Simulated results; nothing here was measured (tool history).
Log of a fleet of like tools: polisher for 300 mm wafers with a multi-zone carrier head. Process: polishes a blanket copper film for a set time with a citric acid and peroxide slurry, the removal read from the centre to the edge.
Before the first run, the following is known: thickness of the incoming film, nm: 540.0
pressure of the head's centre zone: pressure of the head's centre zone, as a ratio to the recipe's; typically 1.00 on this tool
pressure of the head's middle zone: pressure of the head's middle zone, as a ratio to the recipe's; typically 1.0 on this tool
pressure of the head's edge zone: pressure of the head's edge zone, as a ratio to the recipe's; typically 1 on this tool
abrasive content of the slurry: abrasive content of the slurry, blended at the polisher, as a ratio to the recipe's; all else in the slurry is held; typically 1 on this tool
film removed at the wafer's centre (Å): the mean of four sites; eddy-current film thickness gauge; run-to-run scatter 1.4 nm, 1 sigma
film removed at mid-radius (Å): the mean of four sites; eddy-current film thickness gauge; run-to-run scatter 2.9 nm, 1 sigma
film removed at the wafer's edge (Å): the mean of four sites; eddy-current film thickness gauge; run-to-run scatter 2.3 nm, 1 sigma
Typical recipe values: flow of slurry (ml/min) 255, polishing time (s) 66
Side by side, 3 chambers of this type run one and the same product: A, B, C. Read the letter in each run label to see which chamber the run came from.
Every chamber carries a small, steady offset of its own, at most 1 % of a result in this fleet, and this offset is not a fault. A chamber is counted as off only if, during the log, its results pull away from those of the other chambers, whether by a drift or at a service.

run,day,flow of slurry (ml/min),pressure of the head's centre zone,pressure of the head's middle zone,pressure of the head's edge zone,abrasive content of the slurry,polishing time (s),wafers polished on this pad,hours since the slurry nozzle was cleaned,hours since the centre zone pressure was calibrated,hours since the edge zone pressure was calibrated,film removed at the wafer's centre (Å),film removed at mid-radius (Å),film removed at the wafer's edge (Å)
1C,0.275,255,1.00,1.0,1,1,66,1251,189.4,27.8,1214.5,2262.4,2293.1,2281.7
# day 0.408: chamber C: worn pad replaced by a new one
2B,0.567,255,1.00,1.0,1,1,66,454,555.6,69.7,807.1,2286.9,2265.6,2304.5
# day 0.833: chamber B: edge zone pressure recalibrated
# day 0.879: chamber C: edge zone pressure recalibrated
3A,1.046,255,1.00,1.0,1,1,66,424,644.6,96.6,207.4,2319.0,2330.3,2300.8
4B,1.342,255,1.00,1.0,1,1,66,710,574.2,88.3,12.2,2281.1,2297.1,2311.3
5C,1.883,255,1.00,1.0,1,1,66,487,228.0,66.4,24.2,2283.8,2308.5,2290.0
6A,2.325,255,1.09,1.0,1,1,66,846,675.3,127.3,238.1,2531.9,2313.4,2295.2
# day 2.458: chamber B: worn pad replaced by a new one
# day 2.462: chamber A: worn pad replaced by a new one
7C,2.842,255,1.09,1.0,1,1,66,803,251.0,89.4,47.2,2493.5,2302.8,2282.1
8A,3.275,255,1.09,1.0,1,1,66,269,698.1,150.1,260.9,2571.1,2382.0,2298.1
9B,3.562,255,1.00,1.0,1,1,66,365,627.5,141.6,65.5,2287.3,2277.4,2297.5
10B,4.108,255,1.00,1.0,1,1,66,545,640.6,154.7,78.6,2292.9,2311.9,2275.4
# day 4.158: chamber C: worn pad replaced by a new one
# day 4.358: chamber A: slurry nozzle cleaned
11A,4.488,255,1.00,1.0,1,1,66,669,3.2,179.2,290.0,2315.9,2376.4,2290.4
12C,4.917,255,1.00,1.0,1,1,66,251,300.8,139.2,97.0,2308.8,2277.8,2301.2
13C,5.288,255,1.00,1.0,1,1,66,373,309.7,148.1,105.9,2247.9,2285.2,2288.0
14A,5.667,255,1.00,1.0,1,1,66,1058,31.5,207.5,318.3,2304.7,2327.4,2351.8
# day 5.671: chamber A: worn pad replaced by a new one
# day 6.121: chamber B: worn pad replaced by a new one
15B,6.175,255,1.00,1.0,1,1,66,19,690.2,204.3,128.2,2282.6,2295.2,2287.2
16B,6.646,255,1.00,1.0,1,1,66,174,701.5,215.6,139.5,2268.1,2274.7,2301.2
17A,6.996,255,1.00,1.0,1,1,66,438,63.4,239.4,350.2,2310.6,2292.0,2305.3
18C,7.525,255,1.00,1.0,1,1,66,1111,363.4,201.8,159.6,2257.5,2305.8,2264.2
19C,7.825,255,1.00,1.1,1,1,86,1210,370.6,209.0,166.8,2966.1,3310.2,2952.8
20B,8.279,255,1.00,1.1,1,1,86,713,740.7,254.8,178.7,2974.8,3250.7,2984.7
# day 8.492: chamber A: worn pad replaced by a new one
21A,8.596,255,1.00,1.1,1,1,86,34,101.8,277.8,388.6,3017.6,3290.6,3036.3
# day 8.883: chamber C: worn pad replaced by a new one
22A,8.962,255,1.00,1.0,1,1,66,155,110.6,286.6,397.4,2328.8,2325.3,2326.4
# day 9.017: chamber B: slurry nozzle cleaned
23B,9.308,255,1.00,1.0,1,1,66,1052,7.0,279.5,203.4,2280.3,2350.2,2282.5
# day 9.500: chamber B: worn pad replaced by a new one
# day 9.679: chamber A: edge zone pressure recalibrated
24C,9.758,255,1.00,1.0,1,1,66,289,417.0,255.4,213.2,2277.2,2283.1,2286.1
25B,10.142,255,1.00,1.0,1,1,66,211,27.0,299.5,223.4,2278.8,2353.4,2286.7
26A,10.404,255,1.00,1.0,1,1,75,631,145.2,321.2,17.5,2618.7,2695.5,2579.7
27C,10.667,255,1.00,1.0,1,1,75,589,438.8,277.2,235.0,2599.8,2677.9,2615.9
28B,10.925,255,1.00,1.0,1,1,75,470,45.8,318.3,242.2,2592.7,2554.7,2567.8
29A,11.446,255,1.00,1.0,1,1,66,975,170.2,346.2,42.5,2298.4,2344.7,2284.4

Is one chamber out of step, is the gauge drifting, or do the chambers differ by no more than their own small offsets? For an off chamber, give its letter and the likeliest cause.

Beyond each chamber's small constant offset nothing stands out, and the gauge stays steady.
